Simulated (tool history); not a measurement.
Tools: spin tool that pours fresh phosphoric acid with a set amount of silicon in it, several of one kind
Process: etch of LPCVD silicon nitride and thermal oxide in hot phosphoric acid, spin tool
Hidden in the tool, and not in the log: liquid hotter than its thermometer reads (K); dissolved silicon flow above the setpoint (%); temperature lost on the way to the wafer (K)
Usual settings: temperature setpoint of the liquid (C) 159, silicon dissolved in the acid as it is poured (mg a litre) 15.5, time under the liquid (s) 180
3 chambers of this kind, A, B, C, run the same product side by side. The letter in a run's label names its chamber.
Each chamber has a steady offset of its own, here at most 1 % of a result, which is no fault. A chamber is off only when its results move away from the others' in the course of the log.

run	hour	temperature setpoint of the liquid (C)	silicon dissolved in the acid as it is poured (mg a litre)	time under the liquid (s)	hours since the thermometer was replaced	hours since the dissolved silicon flow meter was replaced	hours since the heated supply line was repaired	read-back film thickness of the LPCVD silicon nitride reference wafer, read on the same gauge (nm)	read-back film thickness of the thermal oxide reference wafer, read on the same gauge (nm)	thickness taken off the LPCVD silicon nitride on a monitor wafer (Å)	thickness taken off the thermal oxide on a monitor wafer (Å)
1C	4.5	159	15.5	180	849.4	333	2450.3	69.996	130	148.09	2.9703
2B	8.8	159	15.5	180	2047.1	988.5	548.1	69.973	130.01	149.14	3.5065
3A	14.4	159	15.5	180	2144.8	1349	705.2	69.979	130.07	149.78	3.3034
4B	18.9	159	15.5	180	2057.2	998.6	558.2	70.033	130.02	148.32	3.2901
5C	23.4	159	15.5	180	868.3	351.9	2469.2	69.986	130.03	151.23	3.2881
6A	26	159	15.5	180	2156.4	1360.6	716.8	70.001	129.98	149.57	3.5249
7B	29.8	159	15.5	180	2068.1	1009.5	569.1	70.013	130.02	150.97	3.0771
8A	33.1	159	15.5	180	2163.5	1367.7	723.9	70.008	129.94	147.05	2.8575
9C	36.8	156.5	15.5	180	881.7	365.3	2482.6	70.011	130	141.01	2.4603
10A	40	156.5	15.5	180	2170.4	1374.6	730.8	70.018	129.99	136.51	2.7287
11B	42.8	156.5	15.5	180	2081.1	1022.5	582.1	69.997	130	138.12	2.5181
12C	46.6	159	15.5	180	891.5	375.1	2492.4	69.983	130.07	148.49	3.1851
13B	49.7	159	15.5	180	2088	1029.4	589	70.009	129.98	150.98	3.0762
14A	52.6	159	15.5	180	2183	1387.2	743.4	69.992	130.04	148.86	3.2349
15C	55.9	159	15.5	180	900.8	384.4	2501.7	69.944	129.99	151.14	3.2798
16A	60.4	159	15.5	265	2190.8	1395	751.2	70.053	130.01	222.01	4.6915
17B	65.4	159	15.5	265	2103.7	1045.1	604.7	70.004	129.96	222.26	4.3714
18C	70.1	159	15.5	265	915	398.6	2515.9	70.017	130.02	223.25	5.3975
19C	74.4	159	15.5	180	919.3	402.9	2520.2	69.972	130	150.37	3.473
20A	78.4	159	15.5	180	2208.8	1413	769.2	70.012	130.04	150.19	3.3947
21B	82.4	159	15.5	180	2120.7	1062.1	621.7	70.001	129.99	148.94	3.304
22B	85.2	159	15.5	180	2123.5	1064.9	624.5	70.028	129.98	149.53	2.8196
23C	87.7	159	15.5	180	932.6	416.2	2533.5	69.981	130.03	151.7	3.2121
24A	91.1	159	15.5	180	2221.5	1425.7	781.9	69.968	130.02	150.69	3.4992
25B	93.9	159	15.5	180	2132.2	1073.6	633.2	70.009	129.99	148.9	3.298
26A	96.8	160	9	180	2227.2	1431.4	787.6	70.019	130.02	154.18	4.2793
27C	101.8	160	9	180	946.7	430.3	2547.6	69.994	130.03	158.24	4.0642
# hour 103.9: chamber C: thermometer replaced
28A	107.4	160	9	180	2237.8	1442	798.2	69.993	130.01	154.1	3.6544
29C	112	159	15.5	180	8.1	440.5	2557.8	69.968	130.01	150.82	3.5398
30B	116.3	159	15.5	180	2154.6	1096	655.6	70.053	129.99	149.43	3.4754
31B	119.1	159	15.5	180	2157.4	1098.8	658.4	69.997	130.01	149.97	3.0365
32C	123.8	159	15.5	180	19.9	452.3	2569.6	69.971	130.02	148.83	3.1479
33A	129.1	159	15.5	180	2259.5	1463.7	819.9	69.968	130.02	151.76	3.2915
34B	133.7	159	15.5	180	2172	1113.4	673	70.035	130.02	150.06	3.2223
35C	136.8	159	15.5	180	32.9	465.3	2582.6	69.983	129.99	151.19	3.1658
36A	141.4	159	15.5	180	2271.8	1476	832.2	69.982	129.98	152.08	3.0812
37B	144	159	15.5	180	2182.3	1123.7	683.3	70.011	129.99	148.74	2.9951
38C	147	159	6	115	43.1	475.5	2592.8	69.998	130	96.917	2.4051
39A	149.9	159	6	115	2280.3	1484.5	840.7	69.973	130	95.59	2.3641
40A	153.9	159	6	115	2284.3	1488.5	844.7	69.974	130.01	95.954	2.6236
41C	156.4	159	15.5	180	52.5	484.9	2602.2	69.99	129.99	150.94	3.2321
42B	161.9	159	15.5	180	2200.2	1141.6	701.2	70.04	129.99	149.74	3.0405
43A	166.7	159	15.5	180	2297.1	1501.3	857.5	70.015	130.03	147.25	3.4638

All 3 chambers run these settings next. Forecast each chamber's results:
44A	170.8	161	15.5	180						?	?
44B	170.8	161	15.5	180						?	?
44C	170.8	161	15.5	180						?	?

run	thickness taken off the LPCVD silicon nitride on a monitor wafer (Å)	thickness taken off the thermal oxide on a monitor wafer (Å)
44A	160.63	3.5169
44B	159.75	3.8563
44C	160.16	3.6122
